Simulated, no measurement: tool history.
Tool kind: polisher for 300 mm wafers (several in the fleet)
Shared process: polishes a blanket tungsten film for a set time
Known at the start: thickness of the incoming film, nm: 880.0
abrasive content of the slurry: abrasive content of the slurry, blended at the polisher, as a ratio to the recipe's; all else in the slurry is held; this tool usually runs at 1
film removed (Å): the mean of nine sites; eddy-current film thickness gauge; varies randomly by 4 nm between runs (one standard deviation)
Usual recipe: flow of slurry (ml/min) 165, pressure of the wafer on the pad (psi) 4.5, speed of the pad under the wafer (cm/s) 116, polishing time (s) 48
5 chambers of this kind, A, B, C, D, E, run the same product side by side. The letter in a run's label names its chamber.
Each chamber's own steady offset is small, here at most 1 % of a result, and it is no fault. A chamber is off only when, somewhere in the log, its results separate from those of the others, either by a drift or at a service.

run   hour  flow of slurry (ml/min)  pressure of the wafer on the pad (psi)  speed of the pad under the wafer (cm/s)  abrasive content of the slurry  polishing time (s)  film removed (Å)
       0.6  -- chamber B: slurry tank refilled with fresh slurry and peroxide
       2.5  -- chamber D: slurry nozzle cleaned
 1E      7                      165                                     4.5                                      116                               1                  48            3055.8
       9.8  -- chamber A: worn pad replaced by a new one
      10.5  -- chamber D: worn pad replaced by a new one
      12.9  -- chamber D: slurry tank refilled with fresh slurry and peroxide
 2D   16.9                      165                                     4.5                                      116                               1                  48            3144.8
      18.5  -- chamber B: worn pad replaced by a new one
 3B   28.6                      165                                     4.5                                      116                               1                  48              3078
      31.2  -- chamber A: slurry tank refilled with fresh slurry and peroxide
      34.1  -- chamber D: head pressure recalibrated
 4A   35.3                      165                                     4.5                                      116                               1                  48            3063.4
      38.7  -- chamber E: worn pad replaced by a new one
      44.2  -- chamber D: slurry blender recalibrated
 5C   44.3                      165                                     4.5                                      116                               1                  48            3041.8
 6A   56.4                      165                                     4.5                                      116                               1                  48            3119.5
      64.1  -- chamber E: slurry tank refilled with fresh slurry and peroxide
 7B   68.7                      165                                     4.5                                      116                               1                  48            3088.5
 8D   75.3                      165                                     4.5                                      116                               1                  48            3131.9
        80  -- chamber C: slurry tank refilled with fresh slurry and peroxide
      81.2  -- chamber A: worn pad replaced by a new one
      81.5  -- chamber C: head pressure recalibrated
 9E     88                      115                                     4.5                                      132                               1                  48            3239.6
      95.6  -- chamber B: slurry tank refilled with fresh slurry and peroxide
     100.1  -- chamber E: worn pad replaced by a new one
10C  100.7                      115                                     4.5                                      132                               1                  48            3192.9
     110.2  -- chamber D: worn pad replaced by a new one
11C  113.7                      115                                     4.5                                      132                               1                  48            3198.3
12B  121.7                      115                                     4.5                                      132                               1                  48            3240.8
     124.1  -- chamber E: slurry tank refilled with fresh slurry and peroxide
     128.1  -- chamber E: head pressure recalibrated
13E  132.3                      115                                     4.5                                      132                               1                  48              3195
     137.7  -- chamber E: slurry blender recalibrated
     141.3  -- chamber A: slurry tank refilled with fresh slurry and peroxide
14D  142.1                      165                                     4.5                                      116                               1                  48            2973.7
     155.5  -- chamber B: worn pad replaced by a new one
15A    156                      165                                     4.5                                      116                               1                  48            3078.2
     160.5  -- chamber A: worn pad replaced by a new one
16C  168.5                      165                                     4.5                                      116                               1                  48            2959.8
     172.3  -- chamber E: worn pad replaced by a new one
17D  179.1                      165                                     4.5                                      116                               1                  48            3072.8
       180  -- chamber B: slurry tank refilled with fresh slurry and peroxide
     184.1  -- chamber D: slurry tank refilled with fresh slurry and peroxide
18E  186.4                      165                                     4.5                                      116                               1                  48            3048.7
     187.2  -- chamber C: slurry tank refilled with fresh slurry and peroxide
     191.4  -- chamber C: slurry blender recalibrated
19B  199.7                      165                                     4.5                                      116                               1                  48            3078.5
     200.8  -- chamber E: slurry tank refilled with fresh slurry and peroxide
     205.6  -- chamber D: worn pad replaced by a new one
20A  213.4                      165                                     3.2                                      116                               1                  48            2212.6
21A  219.9                      165                                     3.2                                      116                               1                  48            2211.6
     223.8  -- chamber A: worn pad replaced by a new one
     228.5  -- chamber B: slurry blender recalibrated
     229.3  -- chamber A: slurry tank refilled with fresh slurry and peroxide
22C  233.4                      165                                     3.2                                      116                               1                  48            2108.7
     237.7  -- chamber E: worn pad replaced by a new one
23B  243.2                      165                                     3.2                                      116                               1                  48            2164.2
24E  255.3                      165                                     3.2                                      116                               1                  48            2176.6
25D  268.2                      165                                     4.5                                      116                               1                  48            3054.6
     270.8  -- chamber E: slurry tank refilled with fresh slurry and peroxide
     273.1  -- chamber B: slurry tank refilled with fresh slurry and peroxide
26D  279.4                      165                                     4.5                                      116                               1                  48            3127.1
     282.3  -- chamber C: slurry tank refilled with fresh slurry and peroxide
27A  286.8                      165                                     4.5                                      116                               1                  48            3079.4
     295.8  -- chamber B: worn pad replaced by a new one
28B    297                      165                                     4.5                                      116                               1                  48            3179.3
     304.6  -- chamber E: worn pad replaced by a new one
29E  307.7                      165                                     4.5                                      116                               1                  48            3033.1
30C  318.6                      165                                     4.5                                      116                               1                  48            2740.3
31B    331                      165                                     4.5                                      116                               1                  48            3093.7
     335.7  -- chamber E: slurry nozzle cleaned
     342.7  -- chamber E: slurry tank refilled with fresh slurry and peroxide
32E  343.6                      165                                     4.5                                      116                               1                  48            3048.2

All chambers now run identical settings, listed one chamber a line with results as question marks. What results will each chamber show?
33A  353.6                      165                                     4.5                                      116                               1                  48                 ?
33B  353.6                      165                                     4.5                                      116                               1                  48                 ?
33C  353.6                      165                                     4.5                                      116                               1                  48                 ?
33D  353.6                      165                                     4.5                                      116                               1                  48                 ?
33E  353.6                      165                                     4.5                                      116                               1                  48                 ?

run  film removed (Å)
33A            3086.8
33B            3032.7
33C            2754.8
33D            3077.4
33E            3003.4

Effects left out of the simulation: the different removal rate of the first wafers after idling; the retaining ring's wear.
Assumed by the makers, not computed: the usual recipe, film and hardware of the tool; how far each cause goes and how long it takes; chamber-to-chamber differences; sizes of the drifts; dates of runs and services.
